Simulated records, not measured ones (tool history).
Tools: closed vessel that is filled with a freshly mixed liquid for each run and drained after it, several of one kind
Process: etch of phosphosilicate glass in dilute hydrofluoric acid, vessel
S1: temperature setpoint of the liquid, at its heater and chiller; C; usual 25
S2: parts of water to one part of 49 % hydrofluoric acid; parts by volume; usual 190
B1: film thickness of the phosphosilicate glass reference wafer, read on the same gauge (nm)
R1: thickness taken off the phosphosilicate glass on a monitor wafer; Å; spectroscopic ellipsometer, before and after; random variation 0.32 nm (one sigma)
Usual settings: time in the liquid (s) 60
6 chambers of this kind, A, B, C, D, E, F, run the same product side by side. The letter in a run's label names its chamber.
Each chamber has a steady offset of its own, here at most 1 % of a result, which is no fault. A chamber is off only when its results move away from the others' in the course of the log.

Run 1C, hour 5.3: usual settings; B1 129.97. Result: R1 407.42 Å.
Run 2F, hour 10.2: usual settings; B1 130. Result: R1 414.07 Å.
Run 3D, hour 13.1: usual settings; B1 129.99. Result: R1 415.38 Å.
Run 4B, hour 18.9: usual settings; B1 129.97. Result: R1 408.98 Å.
Run 5A, hour 22.2: usual settings; B1 130.04. Result: R1 416.62 Å.
Run 6E, hour 27.6: usual settings; B1 129.99. Result: R1 413.65 Å.
Run 7E, hour 32.3: usual settings; B1 129.96. Result: R1 415.57 Å.
Run 8C, hour 35.2: usual settings but S1 21.5 C, time in the liquid (s) 40; B1 130.03. Result: R1 240.14 Å.
Run 9D, hour 41: usual settings but S1 21.5 C, time in the liquid (s) 40; B1 129.99. Result: R1 242.63 Å.
Run 10A, hour 45.1: usual settings but S1 21.5 C, time in the liquid (s) 40; B1 130.02. Result: R1 247.19 Å.
Run 11B, hour 48: usual settings but S1 21.5 C, time in the liquid (s) 40; B1 129.98. Result: R1 241.6 Å.
Run 12F, hour 52: usual settings but S1 21.5 C, time in the liquid (s) 40; B1 130.01. Result: R1 237.13 Å.
Run 13F, hour 56.4: usual settings but S1 21.5 C, time in the liquid (s) 40; B1 129.97. Result: R1 235.17 Å.
Run 14B, hour 60.1: usual settings; B1 129.99. Result: R1 409.53 Å.
Run 15A, hour 65.5: usual settings; B1 130.02. Result: R1 435.82 Å.
Run 16D, hour 69.3: usual settings; B1 130.02. Result: R1 406.39 Å.
Run 17E, hour 73.3: usual settings; B1 130.01. Result: R1 408.74 Å.
Run 18C, hour 77.5: usual settings; B1 130.02. Result: R1 413.06 Å.
Run 19B, hour 81.1: usual settings; B1 129.98. Result: R1 410.56 Å.
Run 20F, hour 85.6: usual settings; B1 130. Result: R1 407.62 Å.
Run 21A, hour 88.6: usual settings; B1 130.03. Result: R1 437.5 Å.
Run 22C, hour 92: usual settings; B1 130.02. Result: R1 411.22 Å.
Run 23D, hour 97.5: usual settings; B1 129.99. Result: R1 403.25 Å.
Run 24E, hour 101.4: usual settings; B1 130.03. Result: R1 413.33 Å.
Run 25E, hour 106.1: usual settings; B1 130.01. Result: R1 413.27 Å.
Run 26F, hour 109.2: usual settings; B1 130.02. Result: R1 409.28 Å.
Run 27C, hour 113.7: usual settings; B1 129.99. Result: R1 415.98 Å.
Run 28B, hour 118: usual settings; B1 130.04. Result: R1 410.8 Å.
Run 29A, hour 123.4: usual settings but S2 220 parts by volume; B1 130. Result: R1 371.57 Å.
Run 30D, hour 129.2: usual settings but S2 220 parts by volume; B1 129.98. Result: R1 342.5 Å.
Run 31B, hour 132.1: usual settings but S2 220 parts by volume; B1 129.96. Result: R1 338.35 Å.
Run 32F, hour 137.8: usual settings but S2 220 parts by volume; B1 130. Result: R1 342.35 Å.
At hour 139.1: chamber C: thermometer replaced.
Run 33E, hour 141.9: usual settings but S2 220 parts by volume; B1 130.02. Result: R1 345.2 Å.
Run 34C, hour 147: usual settings but S2 220 parts by volume; B1 130.03. Result: R1 343 Å.
Run 35A, hour 150.2: usual settings; B1 130.01. Result: R1 456.45 Å.
Run 36D, hour 155: usual settings but S2 120 parts by volume, time in the liquid (s) 45; B1 130.02. Result: R1 526.79 Å.

All 6 chambers run these settings next. Forecast each chamber's results:
Run 37A, hour 159.3: usual settings. Result: R1 ?.
Run 37B, hour 159.3: usual settings. Result: R1 ?.
Run 37C, hour 159.3: usual settings. Result: R1 ?.
Run 37D, hour 159.3: usual settings. Result: R1 ?.
Run 37E, hour 159.3: usual settings. Result: R1 ?.
Run 37F, hour 159.3: usual settings. Result: R1 ?.

run      R1
37A  458.68
37B  411.34
37C  401.44
37D  410.82
37E  414.14
37F  415.92
